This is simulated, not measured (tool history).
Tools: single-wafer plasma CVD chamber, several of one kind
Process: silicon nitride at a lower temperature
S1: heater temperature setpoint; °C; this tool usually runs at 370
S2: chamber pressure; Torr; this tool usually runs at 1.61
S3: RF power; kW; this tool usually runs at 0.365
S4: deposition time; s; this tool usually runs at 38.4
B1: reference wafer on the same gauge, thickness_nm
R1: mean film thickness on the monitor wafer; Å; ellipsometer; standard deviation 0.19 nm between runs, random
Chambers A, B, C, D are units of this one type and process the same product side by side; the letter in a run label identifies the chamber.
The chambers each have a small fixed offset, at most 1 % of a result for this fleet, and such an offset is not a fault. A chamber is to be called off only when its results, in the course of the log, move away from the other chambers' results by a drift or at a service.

Run 1D, day 0.433: usual settings; B1 47.418. Result: R1 510.60 Å.
At day 0.604: chamber B: capacitance manometer re-zeroed and calibrated.
Run 2B, day 0.779: usual settings; B1 47.412. Result: R1 508.34 Å.
Run 3C, day 1.325: usual settings; B1 47.366. Result: R1 511.72 Å.
Run 4A, day 1.858: usual settings; B1 47.384. Result: R1 506.14 Å.
Run 5B, day 2.400: usual settings; B1 47.369. Result: R1 509.12 Å.
Run 6A, day 2.992: usual settings; B1 47.437. Result: R1 508.42 Å.
Run 7D, day 3.375: usual settings; B1 47.418. Result: R1 509.65 Å.
At day 3.588: chamber B: RF generator calibrated.
Run 8C, day 3.971: usual settings; B1 47.356. Result: R1 512.44 Å.
Run 9B, day 4.317: usual settings; B1 47.388. Result: R1 509.93 Å.
Run 10C, day 4.942: usual settings but S3 0.420 kW; B1 47.374. Result: R1 555.87 Å.
Run 11A, day 5.267: usual settings but S3 0.420 kW; B1 47.427. Result: R1 553.39 Å.
Run 12D, day 5.596: usual settings but S3 0.420 kW; B1 47.425. Result: R1 553.88 Å.
Run 13D, day 6.004: usual settings but S3 0.420 kW; B1 47.367. Result: R1 549.57 Å.
Run 14A, day 6.354: usual settings; B1 47.394. Result: R1 514.46 Å.
Run 15B, day 6.929: usual settings; B1 47.390. Result: R1 508.04 Å.
Run 16C, day 7.388: usual settings; B1 47.376. Result: R1 510.31 Å.
Run 17D, day 7.696: usual settings; B1 47.386. Result: R1 500.43 Å.
Run 18C, day 8.096: usual settings; B1 47.403. Result: R1 513.59 Å.
Run 19B, day 8.475: usual settings but S4 41.5 s; B1 47.438. Result: R1 549.08 Å.
Run 20A, day 8.896: usual settings but S4 41.5 s; B1 47.377. Result: R1 549.54 Å.
Run 21C, day 9.225: usual settings but S4 41.5 s; B1 47.422. Result: R1 552.74 Å.
Run 22D, day 9.729: usual settings but S4 41.5 s; B1 47.385. Result: R1 536.87 Å.
Run 23B, day 10.000: usual settings; B1 47.419. Result: R1 509.57 Å.
Run 24A, day 10.283: usual settings; B1 47.390. Result: R1 508.01 Å.
Run 25D, day 10.729: usual settings; B1 47.375. Result: R1 500.91 Å.
Run 26A, day 11.183: usual settings; B1 47.407. Result: R1 509.53 Å.
Run 27C, day 11.771: usual settings; B1 47.415. Result: R1 511.45 Å.
Run 28B, day 12.096: usual settings but S1 375 °C, S2 1.90 Torr; B1 47.388. Result: R1 532.19 Å.
Run 29A, day 12.708: usual settings but S1 375 °C, S2 1.90 Torr; B1 47.376. Result: R1 532.79 Å.
Run 30D, day 13.021: usual settings but S1 375 °C, S2 1.90 Torr; B1 47.378. Result: R1 518.09 Å.

Predict what each chamber gives when all 4 of them run the settings below next.
Run 31A, day 13.467: usual settings but S1 361 °C. Result: R1 ?.
Run 31B, day 13.467: usual settings but S1 361 °C. Result: R1 ?.
Run 31C, day 13.467: usual settings but S1 361 °C. Result: R1 ?.
Run 31D, day 13.467: usual settings but S1 361 °C. Result: R1 ?.

run      R1
31A  512.72
31B  508.31
31C  513.12
31D  494.60
